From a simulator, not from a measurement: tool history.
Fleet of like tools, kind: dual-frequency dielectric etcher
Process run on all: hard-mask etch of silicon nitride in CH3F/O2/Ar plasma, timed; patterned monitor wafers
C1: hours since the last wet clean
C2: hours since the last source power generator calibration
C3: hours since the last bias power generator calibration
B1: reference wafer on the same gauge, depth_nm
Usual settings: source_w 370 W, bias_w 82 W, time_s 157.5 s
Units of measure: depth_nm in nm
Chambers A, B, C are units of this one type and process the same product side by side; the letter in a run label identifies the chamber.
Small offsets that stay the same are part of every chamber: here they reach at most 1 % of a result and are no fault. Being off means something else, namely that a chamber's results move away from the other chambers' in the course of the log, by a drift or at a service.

run 1B hour=3.8 | source_w=370 bias_w=82 time_s=157.5 | C1=134.9 C2=2755.8 C3=2768.5 | B1=121.04 | depth_nm=112.33
run 2A hour=9.2 | source_w=370 bias_w=82 time_s=157.5 | C1=25.9 C2=728.9 C3=3354.6 | B1=120.97 | depth_nm=111.9
run 3C hour=16 | source_w=370 bias_w=82 time_s=157.5 | C1=432 C2=1744.9 C3=271.6 | B1=120.84 | depth_nm=111.09
run 4B hour=21.9 | source_w=370 bias_w=82 time_s=157.5 | C1=153 C2=2773.9 C3=2786.6 | B1=121.16 | depth_nm=111.18
run 5C hour=28.3 | source_w=370 bias_w=82 time_s=157.5 | C1=444.3 C2=1757.2 C3=283.9 | B1=121.04 | depth_nm=111.14
run 6A hour=35.2 | source_w=370 bias_w=82 time_s=157.5 | C1=51.9 C2=754.9 C3=3380.6 | B1=120.94 | depth_nm=110.76
run 7C hour=40 | source_w=370 bias_w=82 time_s=157.5 | C1=456 C2=1768.9 C3=295.6 | B1=120.94 | depth_nm=111.24
run 8B hour=45.7 | source_w=440 bias_w=93 time_s=157.5 | C1=176.8 C2=2797.7 C3=2810.4 | B1=120.88 | depth_nm=123.03
run 9A hour=51.2 | source_w=440 bias_w=93 time_s=157.5 | C1=67.9 C2=770.9 C3=3396.6 | B1=120.79 | depth_nm=124.69
run 10C hour=57 | source_w=440 bias_w=93 time_s=157.5 | C1=473 C2=1785.9 C3=312.6 | B1=120.92 | depth_nm=124.33
-- hour=60.7 chamber C: wet clean of the chamber
run 11A hour=61.6 | source_w=370 bias_w=82 time_s=157.5 | C1=78.3 C2=781.3 C3=3407 | B1=120.96 | depth_nm=112.62
run 12B hour=67.7 | source_w=370 bias_w=82 time_s=157.5 | C1=198.8 C2=2819.7 C3=2832.4 | B1=120.86 | depth_nm=110.14
run 13A hour=71.1 | source_w=370 bias_w=82 time_s=157.5 | C1=87.8 C2=790.8 C3=3416.5 | B1=121.04 | depth_nm=112.5
run 14B hour=76.5 | source_w=370 bias_w=82 time_s=157.5 | C1=207.6 C2=2828.5 C3=2841.2 | B1=120.93 | depth_nm=109.06
run 15C hour=80.8 | source_w=370 bias_w=95 time_s=124 | C1=20.2 C2=1809.7 C3=336.4 | B1=121.03 | depth_nm=92.789
run 16A hour=85.1 | source_w=370 bias_w=95 time_s=124 | C1=101.8 C2=804.8 C3=3430.5 | B1=120.95 | depth_nm=92.314
run 17C hour=91.5 | source_w=370 bias_w=95 time_s=124 | C1=30.9 C2=1820.4 C3=347.1 | B1=121.05 | depth_nm=91.96
run 18B hour=94.6 | source_w=370 bias_w=82 time_s=157.5 | C1=225.7 C2=2846.6 C3=2859.3 | B1=120.86 | depth_nm=108.55
run 19A hour=98.4 | source_w=370 bias_w=82 time_s=157.5 | C1=115.1 C2=818.1 C3=3443.8 | B1=121 | depth_nm=112.12
run 20B hour=102.6 | source_w=370 bias_w=82 time_s=157.5 | C1=233.7 C2=2854.6 C3=2867.3 | B1=121.11 | depth_nm=107.39
run 21C hour=106.4 | source_w=370 bias_w=82 time_s=157.5 | C1=45.8 C2=1835.3 C3=362 | B1=120.84 | depth_nm=111.17
run 22B hour=112.1 | source_w=370 bias_w=82 time_s=157.5 | C1=243.2 C2=2864.1 C3=2876.8 | B1=120.95 | depth_nm=107.42
run 23C hour=115.6 | source_w=370 bias_w=82 time_s=157.5 | C1=55 C2=1844.5 C3=371.2 | B1=120.94 | depth_nm=111.6

Read the log: is a single chamber off, either drifting away or since a service, is the gauge that measures every chamber drifting, or is nothing wrong beyond small per-chamber offsets? Name any odd chamber and what most likely caused it.

Little by little, chamber B moves away from the other chambers.
Most likely cause: etch rate under this chamber's usual, % = 4.63.

Here are 4 candidates for chamber B's next run, each the usual settings with a change, their results left as question marks. Which one brings its results back in line with what the others give on the usual settings?
Counts as in line when no further than this from what the other chambers average on the usual settings: depth_nm 1.7 nm
run 24B-1 hour=120.6 | source_w=370 bias_w=84 time_s=171 | depth_nm=?
run 24B-2 hour=120.6 | source_w=360 bias_w=81 time_s=145 | depth_nm=?
run 24B-3 hour=120.6 | source_w=370 bias_w=72 time_s=157.5 | depth_nm=?
run 24B-4 hour=120.6 | source_w=370 bias_w=82 time_s=164 | depth_nm=?

Mean of the other chambers on the usual settings: depth_nm 111.4 nm
run=24B-1 depth_nm=116.89
run=24B-2 depth_nm=96.858
run=24B-3 depth_nm=102.07
run=24B-4 depth_nm=111.16
It is 24B-4 that realigns the chamber with its peers.

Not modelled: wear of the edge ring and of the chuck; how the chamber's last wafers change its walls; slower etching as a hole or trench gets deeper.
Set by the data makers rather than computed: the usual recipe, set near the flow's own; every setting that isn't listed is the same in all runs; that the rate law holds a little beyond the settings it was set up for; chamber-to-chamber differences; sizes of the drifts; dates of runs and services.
